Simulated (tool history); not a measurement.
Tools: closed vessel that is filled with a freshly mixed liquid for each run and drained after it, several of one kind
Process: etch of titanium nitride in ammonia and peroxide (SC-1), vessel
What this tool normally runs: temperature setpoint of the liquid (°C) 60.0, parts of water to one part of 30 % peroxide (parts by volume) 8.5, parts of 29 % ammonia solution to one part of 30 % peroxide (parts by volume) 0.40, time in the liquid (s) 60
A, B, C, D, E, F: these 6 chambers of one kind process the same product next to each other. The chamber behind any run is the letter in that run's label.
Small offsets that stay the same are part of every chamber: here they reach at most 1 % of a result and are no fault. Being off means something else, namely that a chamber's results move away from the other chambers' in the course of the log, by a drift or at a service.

run     day  temperature setpoint of the liquid (°C)  parts of water to one part of 30 % peroxide (parts by volume)  parts of 29 % ammonia solution to one part of 30 % peroxide (parts by volume)  time in the liquid (s)  read-back film thickness of the titanium nitride reference wafer, read on the same gauge (nm)  thickness taken off the titanium nitride on a monitor wafer (Å)
 1F   0.304                                     60.0                                                            8.5                                                                           0.40                      60                                                                                         69.976                                                           99.264
 2E   0.804                                     60.0                                                            8.5                                                                           0.40                      60                                                                                         69.972                                                           98.971
 3D   1.158                                     60.0                                                            8.5                                                                           0.40                      60                                                                                         70.016                                                           99.179
 4C   1.508                                     60.0                                                            8.5                                                                           0.40                      60                                                                                         70.033                                                           99.179
 5A   1.933                                     60.0                                                            8.5                                                                           0.40                      60                                                                                         69.991                                                           99.073
 6B   2.304                                     60.0                                                            8.5                                                                           0.40                      60                                                                                         69.973                                                          101.450
 7A   2.821                                     60.0                                                            8.5                                                                           0.40                      60                                                                                         69.989                                                           99.072
 8B   3.283                                     60.0                                                            8.5                                                                           0.40                      60                                                                                         70.003                                                          100.080
 9F   3.683                                     53.5                                                            8.5                                                                           0.40                      40                                                                                         70.036                                                           42.049
      4.054  -- chamber E: new drum of ammonia solution connected
10C   4.146                                     53.5                                                            8.5                                                                           0.40                      40                                                                                         70.000                                                           42.674
11E   4.404                                     53.5                                                            8.5                                                                           0.40                      40                                                                                         69.979                                                           42.686
12D   4.775                                     53.5                                                            8.5                                                                           0.40                      40                                                                                         70.016                                                           43.223
13D   5.162                                     53.5                                                            8.5                                                                           0.40                      40                                                                                         70.003                                                           42.557
14A   5.683                                     53.5                                                            8.5                                                                           0.40                      40                                                                                         70.013                                                           43.236
15B   6.208                                     60.0                                                            8.5                                                                           0.40                      60                                                                                         69.968                                                           99.449
16E   6.712                                     60.0                                                            8.5                                                                           0.55                      60                                                                                         69.979                                                          103.590
17C   7.062                                     60.0                                                            8.5                                                                           0.55                      60                                                                                         69.997                                                          106.540
18F   7.329                                     60.0                                                            8.5                                                                           0.55                      60                                                                                         69.991                                                          105.390
      7.508  -- chamber C: thermometer replaced
19A   7.758                                     60.0                                                            8.5                                                                           0.55                      60                                                                                         69.997                                                          102.930
      7.908  -- chamber D: new drum of ammonia solution connected
      7.967  -- chamber B: ammonia flow meter replaced
20C   8.012                                     60.0                                                            8.5                                                                           0.55                      60                                                                                         69.941                                                          105.520
21E   8.442                                     60.0                                                            8.5                                                                           0.55                      60                                                                                         69.971                                                          103.390
22B   8.883                                     60.0                                                            8.5                                                                           0.40                      60                                                                                         70.007                                                           99.774
23F   9.350                                     60.0                                                            8.5                                                                           0.40                      60                                                                                         70.053                                                          101.400
24D   9.779                                     60.0                                                            8.5                                                                           0.40                      60                                                                                         69.996                                                          103.690
25F  10.050                                     60.0                                                            8.5                                                                           0.40                      60                                                                                         70.046                                                           98.568
26B  10.304                                     60.0                                                            8.5                                                                           0.40                      60                                                                                         70.005                                                           98.074
27A  10.592                                     60.0                                                            8.5                                                                           0.40                      60                                                                                         69.971                                                           96.478
     10.738  -- chamber C: ammonia flow meter replaced
28D  11.083                                     60.0                                                            8.5                                                                           0.40                      60                                                                                         69.951                                                          103.800
29C  11.354                                     60.0                                                            8.5                                                                           0.40                      70                                                                                         70.030                                                          116.210
30E  11.738                                     60.0                                                            8.5                                                                           0.40                      70                                                                                         69.997                                                          115.540
31C  12.129                                     60.0                                                            8.5                                                                           0.40                      70                                                                                         70.001                                                          116.610
32A  12.362                                     60.0                                                            8.5                                                                           0.40                      70                                                                                         70.003                                                          113.800
33B  12.692                                     60.0                                                            8.5                                                                           0.40                      70                                                                                         70.064                                                          117.780
34D  13.212                                     60.0                                                            8.5                                                                           0.40                      70                                                                                         69.989                                                          125.920
35F  13.742                                     60.0                                                            8.5                                                                           0.40                      60                                                                                         69.991                                                           98.133
36E  13.988                                     60.0                                                            8.5                                                                           0.40                      60                                                                                         70.008                                                           98.230
37E  14.283                                     60.0                                                            8.5                                                                           0.40                      60                                                                                         69.938                                                          100.090
38B  14.667                                     60.0                                                            8.5                                                                           0.40                      60                                                                                         69.988                                                           98.746
39C  14.925                                     60.0                                                            8.5                                                                           0.40                      60                                                                                         70.064                                                           99.468
40A  15.388                                     60.0                                                            8.5                                                                           0.40                      60                                                                                         69.990                                                           98.493
41F  15.833                                     60.0                                                            8.5                                                                           0.40                      60                                                                                         69.993                                                           99.290
42D  16.275                                     60.0                                                            8.5                                                                           0.40                      60                                                                                         70.039                                                          108.640

For the next run the whole fleet of 6 chambers uses the same settings. Give each chamber's results:
43A  16.654                                     60.0                                                            8.5                                                                           0.40                      60                                                                                                                                                               ?
43B  16.654                                     60.0                                                            8.5                                                                           0.40                      60                                                                                                                                                               ?
43C  16.654                                     60.0                                                            8.5                                                                           0.40                      60                                                                                                                                                               ?
43D  16.654                                     60.0                                                            8.5                                                                           0.40                      60                                                                                                                                                               ?
43E  16.654                                     60.0                                                            8.5                                                                           0.40                      60                                                                                                                                                               ?
43F  16.654                                     60.0                                                            8.5                                                                           0.40                      60                                                                                                                                                               ?

run  thickness taken off the titanium nitride on a monitor wafer (Å)
43A                                                           96.870
43B                                                          100.050
43C                                                           98.928
43D                                                          110.740
43E                                                           98.284
43F                                                           97.640

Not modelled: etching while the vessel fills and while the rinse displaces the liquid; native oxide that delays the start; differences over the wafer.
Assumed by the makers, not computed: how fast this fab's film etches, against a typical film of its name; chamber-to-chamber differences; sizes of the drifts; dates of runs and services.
